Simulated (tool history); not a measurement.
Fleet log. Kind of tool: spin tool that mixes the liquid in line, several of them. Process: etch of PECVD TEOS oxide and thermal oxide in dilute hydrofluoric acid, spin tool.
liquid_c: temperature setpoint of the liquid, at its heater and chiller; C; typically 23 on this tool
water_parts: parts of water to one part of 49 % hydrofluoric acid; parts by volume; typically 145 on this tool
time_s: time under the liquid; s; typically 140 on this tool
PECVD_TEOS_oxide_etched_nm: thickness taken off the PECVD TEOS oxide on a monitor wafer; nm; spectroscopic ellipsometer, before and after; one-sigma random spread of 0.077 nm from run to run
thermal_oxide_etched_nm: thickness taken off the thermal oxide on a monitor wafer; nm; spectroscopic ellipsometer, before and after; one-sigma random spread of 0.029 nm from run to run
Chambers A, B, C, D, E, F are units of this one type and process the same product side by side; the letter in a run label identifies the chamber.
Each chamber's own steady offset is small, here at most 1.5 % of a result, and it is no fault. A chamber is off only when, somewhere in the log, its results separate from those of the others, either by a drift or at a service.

run	hour	liquid_c	water_parts	time_s	hours since the thermometer was replaced	hours since the hydrofluoric acid flow meter was replaced	read-back film thickness of the PECVD TEOS oxide reference wafer, read on the same gauge (nm)	read-back film thickness of the thermal oxide reference wafer, read on the same gauge (nm)	PECVD_TEOS_oxide_etched_nm	thermal_oxide_etched_nm
1B	11.6	23	145	140	1084.8	1161.1	89.979	120.01	9.6749	4.2332
2A	26.6	23	145	140	927.1	2065.6	90.004	120	9.6108	4.2008
3E	40	23	145	140	1653.9	772.9	90.011	120.01	9.6146	4.2558
4C	47.5	23	145	140	190.4	260.5	89.965	120.01	9.5191	4.2206
5F	60.6	23	145	140	487.7	274.3	90.026	120	9.6817	4.1379
6D	70.3	23	145	140	1191.1	1770.4	90.004	120	9.6632	4.2022
# hour 74.1: chamber D: thermometer replaced
7C	83.2	23	145	140	226.1	296.2	89.952	120	9.6915	4.2272
8E	90.9	23	145	140	1704.8	823.8	90.014	120.01	9.6822	4.2195
9D	98.7	23	145	140	24.6	1798.8	90.017	120.02	9.7528	4.2449
10B	105.5	23	145	140	1178.7	1255	90.027	120	9.705	4.1989
11F	116.3	23	145	140	543.4	330	89.974	119.99	9.5931	4.1367
12A	130.2	23	145	140	1030.7	2169.2	89.968	120.02	9.6095	4.1557
13F	145	23	145	140	572.1	358.7	89.989	119.98	9.53	4.1314
14B	152.7	20	145	60	1225.9	1302.2	90.008	120	3.6665	1.593
15E	163.6	20	145	60	1777.5	896.5	90.037	120.01	3.6575	1.6038
# hour 166.2: chamber B: thermometer replaced
# hour 169.5: chamber A: hydrofluoric acid flow meter replaced
16C	170.6	20	145	60	313.5	383.6	90.054	119.97	3.6459	1.6151
17D	184.3	20	145	60	110.2	1884.4	89.968	119.98	3.6664	1.6329
18A	195.2	20	145	60	1095.7	25.8	90.025	120	3.6851	1.5823
19E	205.8	20	145	60	1819.7	938.7	89.967	120.01	3.6049	1.5864
20C	215.3	23	145	140	358.2	428.3	90.027	120	9.4286	4.2365
21B	228.4	23	145	140	62.2	1377.9	89.986	120.01	9.5977	4.1985
22D	236.4	23	145	140	162.3	1936.5	89.992	119.99	9.637	4.1881
23A	251.4	23	145	185	1151.9	82	90.014	120	12.839	5.4865
24F	265.4	23	145	185	692.5	479.1	89.974	120.02	12.664	5.4674
25D	274.3	23	145	185	200.2	1974.4	90.064	120.01	12.905	5.5533
26B	282.9	23	145	185	116.7	1432.4	89.99	120.01	12.923	5.5731
27E	296	23	145	185	1909.9	1028.9	90.009	120	12.529	5.4855
28C	305.9	23	145	185	448.8	518.9	90.013	120	12.78	5.5488
29A	314.6	23	145	140	1215.1	145.2	89.984	119.99	9.7044	4.1645
30F	329	23	145	140	756.1	542.7	90.002	119.99	9.5718	4.1267
31F	341.7	23	145	140	768.8	555.4	89.967	119.98	9.689	4.1143
32E	350.9	23	145	140	1964.8	1083.8	90.002	119.99	9.5659	4.2452
33D	360.6	23	145	140	286.5	2060.7	90.003	120.01	9.6128	4.1722
34A	368	23	145	140	1268.5	198.6	89.966	120.01	9.6974	4.1798
35B	376.1	23	145	140	209.9	1525.6	89.954	120	9.7114	4.2258
36C	385.7	23	145	140	528.6	598.7	90.051	120	9.6768	4.2109
37E	393.2	23	145	140	2007.1	1126.1	90.012	120	9.5539	4.1966
# hour 406.3: chamber F: hydrofluoric acid flow meter replaced
38C	407.2	23	145	140	550.1	620.2	90.01	120.01	9.5341	4.2323
39D	420.6	23	145	140	346.5	2120.7	89.973	120.02	9.5775	4.1723
40B	431.3	23	145	140	265.1	1580.8	89.961	120	9.7091	4.23
41F	444.1	23	145	140	871.2	37.9	89.957	120	9.6264	4.1662
42A	452.8	23	145	140	1353.3	283.4	89.99	119.99	9.685	4.1378
43F	459.5	23	145	140	886.6	53.3	89.956	119.99	9.5838	4.1284
44B	473.5	23	145	140	307.3	1623	89.994	120.01	9.5034	4.1725

Is one chamber off against the others, does the gauge drift, or is nothing wrong? If a chamber is off, say which, and what the likeliest cause is.

The fleet is healthy, with each chamber sitting at its usual small offset and no drift in the gauge.
